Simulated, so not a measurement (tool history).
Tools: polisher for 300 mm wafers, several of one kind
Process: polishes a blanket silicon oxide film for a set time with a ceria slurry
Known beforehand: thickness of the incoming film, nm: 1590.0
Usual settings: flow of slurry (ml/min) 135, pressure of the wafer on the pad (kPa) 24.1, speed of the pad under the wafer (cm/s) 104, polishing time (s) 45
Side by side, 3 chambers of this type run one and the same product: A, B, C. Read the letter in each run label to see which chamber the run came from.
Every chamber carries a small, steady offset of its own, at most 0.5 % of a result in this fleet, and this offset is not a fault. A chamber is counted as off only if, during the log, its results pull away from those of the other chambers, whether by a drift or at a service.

run	hour	flow of slurry (ml/min)	pressure of the wafer on the pad (kPa)	speed of the pad under the wafer (cm/s)	polishing time (s)	wafers polished on this pad	hours since the slurry nozzle was cleaned	hours since the head pressure was calibrated	film removed (nm)
1B	8	135	24.1	104	45	701	524.9	127.6	198.29
# hour 12: chamber B: worn pad replaced by a new one
2A	12.3	135	24.1	104	45	570	19.5	600.1	202.13
3C	17.3	135	24.1	104	45	411	298.1	1211.4	203.35
4B	21.5	135	24.1	104	45	82	538.4	141.1	199.81
5A	29.9	135	24.1	104	34	724	37.1	617.7	151.9
# hour 30.4: chamber C: head pressure recalibrated
# hour 31.3: chamber B: slurry nozzle cleaned
6C	35.3	135	24.1	104	34	568	316.1	5	148.87
7A	39.9	135	24.1	104	34	811	47.1	627.7	150.74
8C	48.3	135	24.1	104	45	682	329.1	18	196.7
9B	52.5	135	24.1	104	45	353	21.3	172.1	200.72
10A	60	135	24.1	104	45	987	67.2	647.8	199.06
# hour 60.4: chamber A: worn pad replaced by a new one
11B	67.1	135	24.1	104	45	481	35.9	186.7	198.65
12C	74.7	135	24.1	104	45	912	355.5	44.4	193.49
13A	83.8	135	24.1	104	45	204	91	671.6	199.29
14C	92.2	135	24.1	104	45	1065	373	61.9	192.26
15B	99.4	135	24.1	104	45	763	68.2	219	202.44
# hour 100.3: chamber B: worn pad replaced by a new one
16A	103.6	135	24.1	104	45	377	110.8	691.4	201.04
17B	109.7	135	24.1	104	45	82	78.5	229.3	203.32
18C	116.2	135	24.1	104	45	1275	397	85.9	192.43
19B	120.4	135	24.1	104	45	175	89.2	240	202.29
20A	126.1	135	24.1	104	45	573	133.3	713.9	202.86
21C	134.4	135	24.1	104	45	1433	415.2	104.1	189.63
22A	139.5	135	24.1	104	45	690	146.7	727.3	200.79
23C	147.8	135	24.1	104	45	1550	428.6	117.5	190.11
24B	155.4	135	24.1	104	45	481	124.2	275	201.99
25C	161.2	135	24.1	104	45	1667	442	130.9	189.67
26A	166.3	135	24.1	104	45	924	173.5	754.1	202.25
27B	174.5	135	24.1	104	45	648	143.3	294.1	202.85
28A	180.5	135	24.1	104	45	1048	187.7	768.3	200.65
# hour 180.9: chamber A: worn pad replaced by a new one
# hour 181.4: chamber B: worn pad replaced by a new one
29B	187.1	135	24.1	104	45	50	155.9	306.7	204.5
30C	194.3	135	24.1	104	45	1956	475.1	164	185.34
31A	200.6	135	24.1	104	45	172	207.8	788.4	202.86
32B	205.8	135	24.1	104	45	213	174.6	325.4	205.08
33C	210.4	135	24.1	104	45	2097	491.2	180.1	185.59

Read the log: is a single chamber off, either drifting away or since a service, is the gauge that measures every chamber drifting, or is nothing wrong beyond small per-chamber offsets? Name any odd chamber and what most likely caused it.

It is chamber C that slowly wanders off from its peers.
Likeliest cause: removal rate lost through wear of the pad, % = 7.27.
It could be hard to tell apart here from: slurry flow missing at the pad, %.

Chamber C could run next with any of the 4 candidate recipes listed below; each alters the usual settings, and their results appear as question marks. Which one brings its results back in line with what the other chambers deliver on the usual settings?
Counts as in line when no further than this from what the other chambers average on the usual settings: film removed (nm) 5.2
34C-1	217	135	24.1	104	43				?
34C-2	217	135	24.1	108	45				?
34C-3	217	135	23.4	100	44				?
34C-4	217	135	26.2	104	45				?

Average result of the remaining chambers running the usual settings: film removed (nm) 200.76
run	film removed (nm)
34C-1	176.62
34C-2	192.05
34C-3	168.64
34C-4	200.91
34C-4 is the one that brings the chamber's results back in line with the other chambers.

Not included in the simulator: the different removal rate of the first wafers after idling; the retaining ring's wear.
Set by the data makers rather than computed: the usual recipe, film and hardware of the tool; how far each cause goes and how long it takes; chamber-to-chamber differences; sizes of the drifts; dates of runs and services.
